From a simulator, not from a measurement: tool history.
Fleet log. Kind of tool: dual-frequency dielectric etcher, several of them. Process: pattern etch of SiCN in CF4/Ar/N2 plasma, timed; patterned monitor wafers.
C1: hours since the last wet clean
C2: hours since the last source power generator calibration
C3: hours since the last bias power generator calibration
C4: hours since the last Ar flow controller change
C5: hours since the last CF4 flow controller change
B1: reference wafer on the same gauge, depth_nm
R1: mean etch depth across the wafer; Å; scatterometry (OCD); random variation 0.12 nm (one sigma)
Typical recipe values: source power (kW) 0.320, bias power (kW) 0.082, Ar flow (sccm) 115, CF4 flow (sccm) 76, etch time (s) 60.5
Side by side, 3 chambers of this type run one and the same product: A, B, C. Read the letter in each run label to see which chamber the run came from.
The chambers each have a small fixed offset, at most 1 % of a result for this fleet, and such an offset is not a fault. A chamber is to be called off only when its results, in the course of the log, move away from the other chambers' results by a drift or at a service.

{"run": "1C", "hour": 10.0, "source power (kW)": 0.32, "bias power (kW)": 0.082, "Ar flow (sccm)": 115, "CF4 flow (sccm)": 76, "etch time (s)": 60.5, "C1": 319.2, "C2": 2551.4, "C3": 2060.2, "C4": 102.6, "C5": 1057.8, "B1": 46.893, "R1": 400.43}
{"run": "2A", "hour": 15.9, "source power (kW)": 0.32, "bias power (kW)": 0.082, "Ar flow (sccm)": 115, "CF4 flow (sccm)": 76, "etch time (s)": 60.5, "C1": 372.6, "C2": 3869.9, "C3": 3034.1, "C4": 1464.6, "C5": 730.7, "B1": 46.872, "R1": 397.84}
{"run": "3B", "hour": 22.6, "source power (kW)": 0.32, "bias power (kW)": 0.082, "Ar flow (sccm)": 115, "CF4 flow (sccm)": 76, "etch time (s)": 60.5, "C1": 132.9, "C2": 1980.5, "C3": 58.0, "C4": 978.0, "C5": 3537.6, "B1": 46.925, "R1": 405.97}
{"run": "4A", "hour": 32.6, "source power (kW)": 0.32, "bias power (kW)": 0.082, "Ar flow (sccm)": 115, "CF4 flow (sccm)": 76, "etch time (s)": 60.5, "C1": 389.3, "C2": 3886.6, "C3": 3050.8, "C4": 1481.3, "C5": 747.4, "B1": 46.917, "R1": 400.51}
{"run": "5B", "hour": 42.6, "source power (kW)": 0.32, "bias power (kW)": 0.082, "Ar flow (sccm)": 115, "CF4 flow (sccm)": 76, "etch time (s)": 60.5, "C1": 152.9, "C2": 2000.5, "C3": 78.0, "C4": 998.0, "C5": 3557.6, "B1": 46.886, "R1": 401.89}
{"run": "6C", "hour": 49.9, "source power (kW)": 0.32, "bias power (kW)": 0.082, "Ar flow (sccm)": 115, "CF4 flow (sccm)": 76, "etch time (s)": 60.5, "C1": 359.1, "C2": 2591.3, "C3": 2100.1, "C4": 142.5, "C5": 1097.7, "B1": 46.882, "R1": 404.25}
{"run": "7C", "hour": 56.5, "source power (kW)": 0.32, "bias power (kW)": 0.082, "Ar flow (sccm)": 115, "CF4 flow (sccm)": 76, "etch time (s)": 60.5, "C1": 365.7, "C2": 2597.9, "C3": 2106.7, "C4": 149.1, "C5": 1104.3, "B1": 46.882, "R1": 400.9}
{"run": "8A", "hour": 63.1, "source power (kW)": 0.32, "bias power (kW)": 0.082, "Ar flow (sccm)": 115, "CF4 flow (sccm)": 76, "etch time (s)": 60.5, "C1": 419.8, "C2": 3917.1, "C3": 3081.3, "C4": 1511.8, "C5": 777.9, "B1": 46.91, "R1": 400.4}
{"run": "9B", "hour": 70.7, "source power (kW)": 0.32, "bias power (kW)": 0.082, "Ar flow (sccm)": 115, "CF4 flow (sccm)": 76, "etch time (s)": 60.5, "C1": 181.0, "C2": 2028.6, "C3": 106.1, "C4": 1026.1, "C5": 3585.7, "B1": 46.899, "R1": 402.97}
{"hour": 70.8, "done": "chamber A: source power generator calibrated"}
{"run": "10A", "hour": 78.5, "source power (kW)": 0.32, "bias power (kW)": 0.082, "Ar flow (sccm)": 115, "CF4 flow (sccm)": 76, "etch time (s)": 60.5, "C1": 435.2, "C2": 7.8, "C3": 3096.7, "C4": 1527.2, "C5": 793.3, "B1": 46.874, "R1": 397.86}
{"run": "11C", "hour": 85.6, "source power (kW)": 0.32, "bias power (kW)": 0.082, "Ar flow (sccm)": 115, "CF4 flow (sccm)": 76, "etch time (s)": 60.5, "C1": 394.8, "C2": 2627.0, "C3": 2135.8, "C4": 178.2, "C5": 1133.4, "B1": 46.9, "R1": 403.82}
{"run": "12B", "hour": 91.0, "source power (kW)": 0.32, "bias power (kW)": 0.082, "Ar flow (sccm)": 115, "CF4 flow (sccm)": 76, "etch time (s)": 60.5, "C1": 201.3, "C2": 2048.9, "C3": 126.4, "C4": 1046.4, "C5": 3606.0, "B1": 46.869, "R1": 402.29}
{"run": "13C", "hour": 99.0, "source power (kW)": 0.32, "bias power (kW)": 0.082, "Ar flow (sccm)": 115, "CF4 flow (sccm)": 76, "etch time (s)": 60.5, "C1": 408.2, "C2": 2640.4, "C3": 2149.2, "C4": 191.6, "C5": 1146.8, "B1": 46.923, "R1": 401.0}
{"run": "14A", "hour": 106.5, "source power (kW)": 0.32, "bias power (kW)": 0.082, "Ar flow (sccm)": 115, "CF4 flow (sccm)": 76, "etch time (s)": 60.5, "C1": 463.2, "C2": 35.8, "C3": 3124.7, "C4": 1555.2, "C5": 821.3, "B1": 46.901, "R1": 397.96}
{"run": "15B", "hour": 116.5, "source power (kW)": 0.32, "bias power (kW)": 0.082, "Ar flow (sccm)": 115, "CF4 flow (sccm)": 76, "etch time (s)": 60.5, "C1": 226.8, "C2": 2074.4, "C3": 151.9, "C4": 1071.9, "C5": 3631.5, "B1": 46.919, "R1": 405.45}
{"hour": 118.0, "done": "chamber C: wet clean of the chamber"}
{"run": "16B", "hour": 122.1, "source power (kW)": 0.32, "bias power (kW)": 0.082, "Ar flow (sccm)": 115, "CF4 flow (sccm)": 76, "etch time (s)": 60.5, "C1": 232.4, "C2": 2080.0, "C3": 157.5, "C4": 1077.5, "C5": 3637.1, "B1": 46.89, "R1": 403.93}
{"hour": 122.5, "done": "chamber C: source power generator calibrated"}
{"run": "17A", "hour": 127.6, "source power (kW)": 0.32, "bias power (kW)": 0.082, "Ar flow (sccm)": 115, "CF4 flow (sccm)": 76, "etch time (s)": 60.5, "C1": 484.3, "C2": 56.9, "C3": 3145.8, "C4": 1576.3, "C5": 842.4, "B1": 46.913, "R1": 398.91}
{"run": "18C", "hour": 134.5, "source power (kW)": 0.32, "bias power (kW)": 0.082, "Ar flow (sccm)": 115, "CF4 flow (sccm)": 76, "etch time (s)": 60.5, "C1": 16.6, "C2": 12.1, "C3": 2184.7, "C4": 227.1, "C5": 1182.3, "B1": 46.892, "R1": 401.71}
{"run": "19B", "hour": 143.0, "source power (kW)": 0.32, "bias power (kW)": 0.082, "Ar flow (sccm)": 115, "CF4 flow (sccm)": 76, "etch time (s)": 60.5, "C1": 253.3, "C2": 2100.9, "C3": 178.4, "C4": 1098.4, "C5": 3658.0, "B1": 46.916, "R1": 402.22}
{"run": "20C", "hour": 155.0, "source power (kW)": 0.32, "bias power (kW)": 0.082, "Ar flow (sccm)": 115, "CF4 flow (sccm)": 76, "etch time (s)": 60.5, "C1": 37.1, "C2": 32.6, "C3": 2205.2, "C4": 247.6, "C5": 1202.8, "B1": 46.935, "R1": 402.5}
{"run": "21A", "hour": 164.6, "source power (kW)": 0.32, "bias power (kW)": 0.082, "Ar flow (sccm)": 115, "CF4 flow (sccm)": 76, "etch time (s)": 60.5, "C1": 521.3, "C2": 93.9, "C3": 3182.8, "C4": 1613.3, "C5": 879.4, "B1": 46.888, "R1": 399.12}
{"run": "22A", "hour": 175.5, "source power (kW)": 0.32, "bias power (kW)": 0.082, "Ar flow (sccm)": 115, "CF4 flow (sccm)": 76, "etch time (s)": 60.5, "C1": 532.2, "C2": 104.8, "C3": 3193.7, "C4": 1624.2, "C5": 890.3, "B1": 46.902, "R1": 397.98}
{"run": "23C", "hour": 185.3, "source power (kW)": 0.32, "bias power (kW)": 0.082, "Ar flow (sccm)": 115, "CF4 flow (sccm)": 76, "etch time (s)": 60.5, "C1": 67.4, "C2": 62.9, "C3": 2235.5, "C4": 277.9, "C5": 1233.1, "B1": 46.899, "R1": 402.38}
{"run": "24B", "hour": 195.5, "source power (kW)": 0.32, "bias power (kW)": 0.082, "Ar flow (sccm)": 115, "CF4 flow (sccm)": 76, "etch time (s)": 60.5, "C1": 305.8, "C2": 2153.4, "C3": 230.9, "C4": 1150.9, "C5": 3710.5, "B1": 46.896, "R1": 403.19}
{"run": "25C", "hour": 206.2, "source power (kW)": 0.32, "bias power (kW)": 0.082, "Ar flow (sccm)": 115, "CF4 flow (sccm)": 76, "etch time (s)": 60.5, "C1": 88.3, "C2": 83.8, "C3": 2256.4, "C4": 298.8, "C5": 1254.0, "B1": 46.908, "R1": 401.74}
{"run": "26A", "hour": 213.1, "source power (kW)": 0.32, "bias power (kW)": 0.082, "Ar flow (sccm)": 115, "CF4 flow (sccm)": 76, "etch time (s)": 60.5, "C1": 569.8, "C2": 142.4, "C3": 3231.3, "C4": 1661.8, "C5": 927.9, "B1": 46.866, "R1": 401.16}
{"run": "27B", "hour": 223.3, "source power (kW)": 0.32, "bias power (kW)": 0.082, "Ar flow (sccm)": 115, "CF4 flow (sccm)": 87, "etch time (s)": 60.5, "C1": 333.6, "C2": 2181.2, "C3": 258.7, "C4": 1178.7, "C5": 3738.3, "B1": 46.898, "R1": 412.53}
{"run": "28C", "hour": 232.4, "source power (kW)": 0.32, "bias power (kW)": 0.082, "Ar flow (sccm)": 115, "CF4 flow (sccm)": 87, "etch time (s)": 60.5, "C1": 114.5, "C2": 110.0, "C3": 2282.6, "C4": 325.0, "C5": 1280.2, "B1": 46.921, "R1": 409.68}
{"run": "29A", "hour": 238.2, "source power (kW)": 0.32, "bias power (kW)": 0.082, "Ar flow (sccm)": 115, "CF4 flow (sccm)": 87, "etch time (s)": 60.5, "C1": 594.9, "C2": 167.5, "C3": 3256.4, "C4": 1686.9, "C5": 953.0, "B1": 46.845, "R1": 406.19}
{"run": "30B", "hour": 245.3, "source power (kW)": 0.32, "bias power (kW)": 0.082, "Ar flow (sccm)": 135, "CF4 flow (sccm)": 76, "etch time (s)": 48.0, "C1": 355.6, "C2": 2203.2, "C3": 280.7, "C4": 1200.7, "C5": 3760.3, "B1": 46.934, "R1": 314.37}
{"run": "31C", "hour": 256.7, "source power (kW)": 0.32, "bias power (kW)": 0.082, "Ar flow (sccm)": 135, "CF4 flow (sccm)": 76, "etch time (s)": 48.0, "C1": 138.8, "C2": 134.3, "C3": 2306.9, "C4": 349.3, "C5": 1304.5, "B1": 46.907, "R1": 311.07}
{"hour": 260.4, "done": "chamber A: wet clean of the chamber"}
{"run": "32A", "hour": 264.1, "source power (kW)": 0.32, "bias power (kW)": 0.082, "Ar flow (sccm)": 135, "CF4 flow (sccm)": 76, "etch time (s)": 48.0, "C1": 3.8, "C2": 193.4, "C3": 3282.3, "C4": 1712.8, "C5": 978.9, "B1": 46.888, "R1": 308.08}
{"run": "33B", "hour": 275.8, "source power (kW)": 0.32, "bias power (kW)": 0.071, "Ar flow (sccm)": 115, "CF4 flow (sccm)": 76, "etch time (s)": 60.5, "C1": 386.1, "C2": 2233.7, "C3": 311.2, "C4": 1231.2, "C5": 3790.8, "B1": 46.923, "R1": 384.2}
{"run": "34C", "hour": 282.1, "source power (kW)": 0.32, "bias power (kW)": 0.071, "Ar flow (sccm)": 115, "CF4 flow (sccm)": 76, "etch time (s)": 60.5, "C1": 164.2, "C2": 159.7, "C3": 2332.3, "C4": 374.7, "C5": 1329.9, "B1": 46.943, "R1": 382.04}
{"run": "35A", "hour": 293.2, "source power (kW)": 0.32, "bias power (kW)": 0.071, "Ar flow (sccm)": 115, "CF4 flow (sccm)": 76, "etch time (s)": 60.5, "C1": 32.9, "C2": 222.5, "C3": 3311.4, "C4": 1741.9, "C5": 1008.0, "B1": 46.905, "R1": 379.9}

What goes on in this fleet: one chamber off, a drifting gauge, or nothing beyond the chambers' own small offsets? Name the chamber and the cause, if any.

Beyond each chamber's small constant offset nothing stands out, and the gauge stays steady.

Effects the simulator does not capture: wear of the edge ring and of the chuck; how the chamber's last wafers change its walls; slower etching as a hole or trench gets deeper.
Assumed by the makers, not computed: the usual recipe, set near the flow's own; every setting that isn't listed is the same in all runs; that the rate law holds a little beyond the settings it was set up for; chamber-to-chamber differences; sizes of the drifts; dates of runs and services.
